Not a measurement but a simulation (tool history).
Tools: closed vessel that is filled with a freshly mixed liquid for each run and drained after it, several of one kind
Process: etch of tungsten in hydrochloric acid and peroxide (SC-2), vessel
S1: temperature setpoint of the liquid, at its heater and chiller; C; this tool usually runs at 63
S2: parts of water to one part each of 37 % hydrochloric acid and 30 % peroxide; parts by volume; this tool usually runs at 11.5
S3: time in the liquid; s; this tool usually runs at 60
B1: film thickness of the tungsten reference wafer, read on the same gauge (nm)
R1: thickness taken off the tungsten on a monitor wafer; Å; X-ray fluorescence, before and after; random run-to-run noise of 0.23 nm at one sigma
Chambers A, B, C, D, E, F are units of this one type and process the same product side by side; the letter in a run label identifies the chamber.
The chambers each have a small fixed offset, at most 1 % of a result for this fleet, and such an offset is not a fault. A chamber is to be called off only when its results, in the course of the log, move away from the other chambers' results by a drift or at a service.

run	hour	S1	S2	S3	B1	R1
1B	6.1	63	11.5	60	130.03	261.68
# hour 10: chamber D: new drum of peroxide connected
2D	10.4	63	11.5	60	129.94	262.01
3F	14.1	63	11.5	60	130.04	261.97
4C	19.8	63	11.5	60	130.02	264.38
# hour 24.8: chamber E: new drum of peroxide connected
5A	25.6	68.5	11.5	60	130.01	361.68
6E	31.7	68.5	11.5	60	130.03	373.48
7C	35	68.5	11.5	60	129.98	369.55
# hour 38.3: chamber D: chemicals flow meter replaced
8D	39.5	68.5	11.5	60	130.04	370.14
9F	44.2	68.5	11.5	60	130.02	367.24
10E	49.5	68.5	11.5	60	130	378.3
11A	56	63	11.5	60	130.01	259.17
12B	59.5	63	11.5	60	129.99	263.26
13F	64	63	11.5	60	130.03	255.53
14B	68.1	63	11.5	60	129.99	257
15A	74	63	11.5	60	129.98	254.86
16C	79.1	63	11.5	60	129.96	265.32
17D	82.5	63	11.5	60	130.04	259.98
18E	86.2	63	11.5	60	130.01	267.39
19D	90.1	63	11.5	60	130.01	265.33
20F	96.1	63	11.5	60	129.99	262.52
21E	102.5	63	11.5	60	129.96	267.39
# hour 105: chamber F: new drum of peroxide connected
22B	106.7	63	11.5	90	129.98	391.39
23A	112.2	63	11.5	90	130.04	375.88
24C	115.3	63	11.5	90	129.94	399.43
25D	118.4	63	11.5	90	130.02	396.95
26A	122	63	11.5	90	129.93	376.51
27B	126.6	63	11.5	90	130	393.91
28E	131.7	71.5	11.5	60	129.99	447.35
29F	135.2	71.5	11.5	60	130.01	437.01
30C	141.5	71.5	11.5	60	130.05	435.6
31D	145.1	71.5	11.5	60	129.97	439.32
32B	148.6	71.5	11.5	60	129.99	438.57
33F	152.4	71.5	11.5	60	130.01	436.83
34A	157.3	63	11.5	60	130.03	244.08
# hour 157.4: chamber E: chemicals flow meter replaced
35C	163.4	63	11.5	60	129.98	262.73
36E	169.7	63	11.5	60	129.98	263.69
37F	174.6	63	11.5	60	129.96	264.72
38C	179.7	63	11.5	60	129.97	265.95
39E	182.6	63	14.5	60	129.97	218.74
40B	186.3	63	14.5	60	130.02	213.57
41D	190.5	63	14.5	60	130.04	213.07

All chambers now run identical settings, listed one chamber a line with results as question marks. What results will each chamber show?
42A	195.1	57	11.5	60		?
42B	195.1	57	11.5	60		?
42C	195.1	57	11.5	60		?
42D	195.1	57	11.5	60		?
42E	195.1	57	11.5	60		?
42F	195.1	57	11.5	60		?

run	R1
42A	166.04
42B	176.53
42C	184.33
42D	181.66
42E	178.62
42F	180.11
